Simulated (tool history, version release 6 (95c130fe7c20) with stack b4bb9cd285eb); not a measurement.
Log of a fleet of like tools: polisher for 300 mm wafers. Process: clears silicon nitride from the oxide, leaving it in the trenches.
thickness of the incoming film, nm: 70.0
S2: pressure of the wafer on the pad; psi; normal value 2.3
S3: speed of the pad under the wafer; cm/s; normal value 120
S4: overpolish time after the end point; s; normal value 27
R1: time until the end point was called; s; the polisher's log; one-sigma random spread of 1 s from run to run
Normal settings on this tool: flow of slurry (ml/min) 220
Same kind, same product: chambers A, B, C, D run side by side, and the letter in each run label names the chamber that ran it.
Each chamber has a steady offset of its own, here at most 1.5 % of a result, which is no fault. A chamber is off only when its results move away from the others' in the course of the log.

Run 1C, hour 10.6: usual settings. Result: R1 78.638 s.
At hour 17.5: chamber B: slurry nozzle cleaned.
Run 2D, hour 20: usual settings. Result: R1 79.218 s.
At hour 24.8: chamber B: worn pad replaced by a new one.
Run 3A, hour 33: usual settings. Result: R1 82.726 s.
Run 4B, hour 40: usual settings. Result: R1 80.537 s.
Run 5A, hour 47.5: usual settings. Result: R1 81.431 s.
Run 6D, hour 57.5: usual settings. Result: R1 80.914 s.
At hour 63.5: chamber A: worn pad replaced by a new one.
Run 7B, hour 68.9: usual settings. Result: R1 81.435 s.
Run 8C, hour 75.7: usual settings. Result: R1 80.48 s.
Run 9C, hour 89.9: usual settings but S2 2.1 psi, S3 146 cm/s. Result: R1 71.583 s.
At hour 95.8: chamber C: worn pad replaced by a new one.
Run 10A, hour 103.7: usual settings but S2 2.1 psi, S3 146 cm/s. Result: R1 73.043 s.
At hour 109.5: chamber B: worn pad replaced by a new one.
At hour 110.7: chamber D: worn pad replaced by a new one.
Run 11B, hour 116: usual settings but S2 2.1 psi, S3 146 cm/s. Result: R1 72.932 s.
Run 12D, hour 123.5: usual settings but S2 2.1 psi, S3 146 cm/s. Result: R1 71.2 s.
Run 13D, hour 130.1: usual settings. Result: R1 80.157 s.
Run 14C, hour 144.8: usual settings. Result: R1 79.78 s.
At hour 146.4: chamber A: worn pad replaced by a new one.
Run 15B, hour 159.4: usual settings. Result: R1 81.871 s.
Run 16A, hour 170.9: usual settings. Result: R1 80.994 s.
Run 17B, hour 178.4: usual settings. Result: R1 81.248 s.
At hour 180.2: chamber B: worn pad replaced by a new one.
Run 18D, hour 192.2: usual settings. Result: R1 81.482 s.
At hour 205.6: chamber C: slurry nozzle cleaned.
Run 19A, hour 207.4: usual settings but flow of slurry (ml/min) 275, S3 140 cm/s. Result: R1 67.804 s.
Run 20C, hour 219.1: usual settings but flow of slurry (ml/min) 275, S3 140 cm/s. Result: R1 66.772 s.
At hour 221.3: chamber C: worn pad replaced by a new one.
At hour 224.9: chamber A: worn pad replaced by a new one.
Run 21A, hour 233.8: usual settings but flow of slurry (ml/min) 275, S3 140 cm/s. Result: R1 66.478 s.
At hour 236.8: chamber D: worn pad replaced by a new one.
Run 22B, hour 240.4: usual settings but flow of slurry (ml/min) 275, S3 140 cm/s. Result: R1 67.352 s.
At hour 241.1: chamber B: head pressure recalibrated.
Run 23D, hour 248.4: usual settings but flow of slurry (ml/min) 270. Result: R1 79.015 s.
At hour 251.8: chamber B: worn pad replaced by a new one.
Run 24C, hour 255.4: usual settings but flow of slurry (ml/min) 270. Result: R1 79.161 s.
At hour 267.3: chamber A: head pressure recalibrated.
Run 25C, hour 268.7: usual settings but flow of slurry (ml/min) 270. Result: R1 78.563 s.
Run 26D, hour 280.6: usual settings but flow of slurry (ml/min) 270. Result: R1 78.258 s.
Run 27A, hour 290.4: usual settings. Result: R1 80.193 s.
Run 28B, hour 300.8: usual settings. Result: R1 81.229 s.
At hour 302.7: chamber D: slurry nozzle cleaned.
At hour 311.6: chamber A: worn pad replaced by a new one.
Run 29C, hour 312: usual settings. Result: R1 81.304 s.
Run 30A, hour 320.3: usual settings. Result: R1 81.749 s.
At hour 329.6: chamber B: worn pad replaced by a new one.
Run 31D, hour 330.6: usual settings. Result: R1 79.08 s.
Run 32B, hour 341: usual settings but flow of slurry (ml/min) 250. Result: R1 79.567 s.
At hour 344.4: chamber D: worn pad replaced by a new one.
At hour 350.5: chamber C: worn pad replaced by a new one.
Run 33A, hour 353.1: usual settings but flow of slurry (ml/min) 250. Result: R1 80.671 s.
Run 34C, hour 366.4: usual settings but flow of slurry (ml/min) 250. Result: R1 78.348 s.
Run 35D, hour 378.9: usual settings but flow of slurry (ml/min) 250. Result: R1 78.235 s.
Run 36B, hour 393.9: usual settings but flow of slurry (ml/min) 165. Result: R1 82.929 s.
Run 37C, hour 401.3: usual settings but flow of slurry (ml/min) 165. Result: R1 84.411 s.

Is one chamber off against the others, does the gauge drift, or is nothing wrong? If a chamber is off, say which, and what the likeliest cause is.

The fleet is healthy, with each chamber sitting at its usual small offset and no drift in the gauge.

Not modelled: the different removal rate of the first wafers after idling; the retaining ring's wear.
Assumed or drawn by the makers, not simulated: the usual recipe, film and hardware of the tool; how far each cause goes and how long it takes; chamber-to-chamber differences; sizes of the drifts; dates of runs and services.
